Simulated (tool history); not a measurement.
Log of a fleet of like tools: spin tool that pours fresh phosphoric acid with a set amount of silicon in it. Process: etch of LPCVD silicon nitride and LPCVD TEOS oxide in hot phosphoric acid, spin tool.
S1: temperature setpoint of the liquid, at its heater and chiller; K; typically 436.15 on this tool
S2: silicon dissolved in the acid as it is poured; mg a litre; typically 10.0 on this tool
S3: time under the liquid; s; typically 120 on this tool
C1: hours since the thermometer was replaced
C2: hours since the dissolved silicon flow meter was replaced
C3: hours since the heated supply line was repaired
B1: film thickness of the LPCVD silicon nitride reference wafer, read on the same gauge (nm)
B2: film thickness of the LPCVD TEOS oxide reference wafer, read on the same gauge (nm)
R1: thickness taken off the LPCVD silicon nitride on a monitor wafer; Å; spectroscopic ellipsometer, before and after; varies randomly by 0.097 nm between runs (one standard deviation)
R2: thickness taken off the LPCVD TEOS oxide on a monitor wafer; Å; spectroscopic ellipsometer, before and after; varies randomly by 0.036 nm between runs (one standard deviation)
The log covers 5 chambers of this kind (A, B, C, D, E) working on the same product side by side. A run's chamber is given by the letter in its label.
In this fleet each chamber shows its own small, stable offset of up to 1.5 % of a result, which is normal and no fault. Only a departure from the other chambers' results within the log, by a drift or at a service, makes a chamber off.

run,hour,S1,S2,S3,C1,C2,C3,B1,B2,R1,R2
1B,8.5,436.15,10.0,120,39.5,947.0,981.1,130.00,139.94,113.330,8.1124
2A,16.8,436.15,10.0,120,638.4,1324.5,887.1,129.95,139.94,113.730,8.5001
3E,22.7,436.15,10.0,120,498.4,1975.6,820.3,130.02,140.02,112.020,8.6446
4C,32.0,436.15,10.0,120,90.1,120.9,116.9,129.98,140.01,109.640,8.3275
5D,38.8,433.15,10.0,120,60.2,2634.2,226.3,129.98,140.02,101.170,6.9200
6D,44.9,433.15,10.0,120,66.3,2640.3,232.4,129.99,140.02,100.260,6.4470
7C,50.0,433.15,10.0,120,108.1,138.9,134.9,130.00,140.01,99.089,6.4035
8E,55.2,433.15,10.0,120,530.9,2008.1,852.8,129.99,140.02,101.300,6.1644
9B,63.4,433.15,10.0,120,94.4,1001.9,1036.0,129.99,139.97,101.300,6.4339
10A,68.1,436.15,10.0,120,689.7,1375.8,938.4,130.03,140.02,112.970,7.9949
11C,74.7,436.15,10.0,120,132.8,163.6,159.6,129.97,140.01,110.400,7.9559
12E,81.6,436.15,10.0,120,557.3,2034.5,879.2,129.95,139.97,113.430,7.6828
13A,87.4,436.15,10.0,120,709.0,1395.1,957.7,129.99,139.96,113.410,9.0839
14B,93.3,436.15,10.0,120,124.3,1031.8,1065.9,130.00,140.04,111.160,8.5608
15D,102.6,436.15,10.0,120,124.0,2698.0,290.1,130.05,140.02,107.680,8.0387
# hour 107.6: chamber E: dissolved silicon flow meter replaced
16E,111.5,436.15,14.0,120,587.2,3.9,909.1,129.99,139.99,110.850,7.2689
# hour 117.1: chamber D: dissolved silicon flow meter replaced
17A,117.6,436.15,14.0,120,739.2,1425.3,987.9,129.99,140.00,112.960,7.2831
18B,127.6,436.15,14.0,120,158.6,1066.1,1100.2,130.03,139.96,112.480,7.2326
19D,135.4,436.15,14.0,120,156.8,18.3,322.9,130.02,139.97,105.990,7.3757
20C,142.5,436.15,14.0,120,200.6,231.4,227.4,130.03,140.00,110.110,8.1838
21B,148.8,435.15,10.0,120,179.8,1087.3,1121.4,130.01,140.01,108.780,8.1984
22A,156.4,435.15,10.0,120,778.0,1464.1,1026.7,129.98,140.04,108.370,7.6613
23C,164.2,435.15,10.0,120,222.3,253.1,249.1,130.03,140.03,107.240,7.2351
24E,169.3,435.15,10.0,120,645.0,61.7,966.9,130.00,139.97,109.520,7.7360
25D,175.6,435.15,10.0,120,197.0,58.5,363.1,130.01,140.02,102.460,6.7429
26A,184.0,436.15,10.0,120,805.6,1491.7,1054.3,129.98,140.00,111.990,8.3520
27C,193.7,436.15,10.0,120,251.8,282.6,278.6,130.05,140.01,111.140,8.1795
28E,201.1,436.15,10.0,120,676.8,93.5,998.7,129.99,139.99,111.510,8.2732
29D,206.5,436.15,10.0,120,227.9,89.4,394.0,130.00,139.96,104.440,7.4775
30B,216.6,436.15,10.0,120,247.6,1155.1,1189.2,130.01,140.01,111.980,7.6730
31C,224.2,436.15,10.0,120,282.3,313.1,309.1,130.00,140.05,110.950,7.2274
32E,233.3,436.15,10.0,120,709.0,125.7,1030.9,130.00,139.97,112.120,7.8676
33A,240.9,436.15,10.0,120,862.5,1548.6,1111.2,130.00,140.01,112.040,7.4894
34B,250.4,436.15,16.5,120,281.4,1188.9,1223.0,129.95,140.01,113.300,7.4317
35D,260.5,436.15,16.5,120,281.9,143.4,448.0,130.00,140.02,103.180,6.2401
36E,271.0,436.15,16.5,120,746.7,163.4,1068.6,129.98,139.96,110.100,7.1454
37C,278.2,436.15,16.5,120,336.3,367.1,363.1,130.03,140.01,109.550,7.0508
38A,284.5,436.15,16.5,120,906.1,1592.2,1154.8,130.00,140.01,111.820,6.6525

Next, every chamber runs the same settings. What will each give?
39A,292.2,436.15,10.0,80,,,,,,?,?
39B,292.2,436.15,10.0,80,,,,,,?,?
39C,292.2,436.15,10.0,80,,,,,,?,?
39D,292.2,436.15,10.0,80,,,,,,?,?
39E,292.2,436.15,10.0,80,,,,,,?,?

run,R1,R2
39A,74.781,5.7765
39B,74.491,5.1934
39C,73.668,5.7016
39D,66.879,4.0475
39E,75.579,5.8314

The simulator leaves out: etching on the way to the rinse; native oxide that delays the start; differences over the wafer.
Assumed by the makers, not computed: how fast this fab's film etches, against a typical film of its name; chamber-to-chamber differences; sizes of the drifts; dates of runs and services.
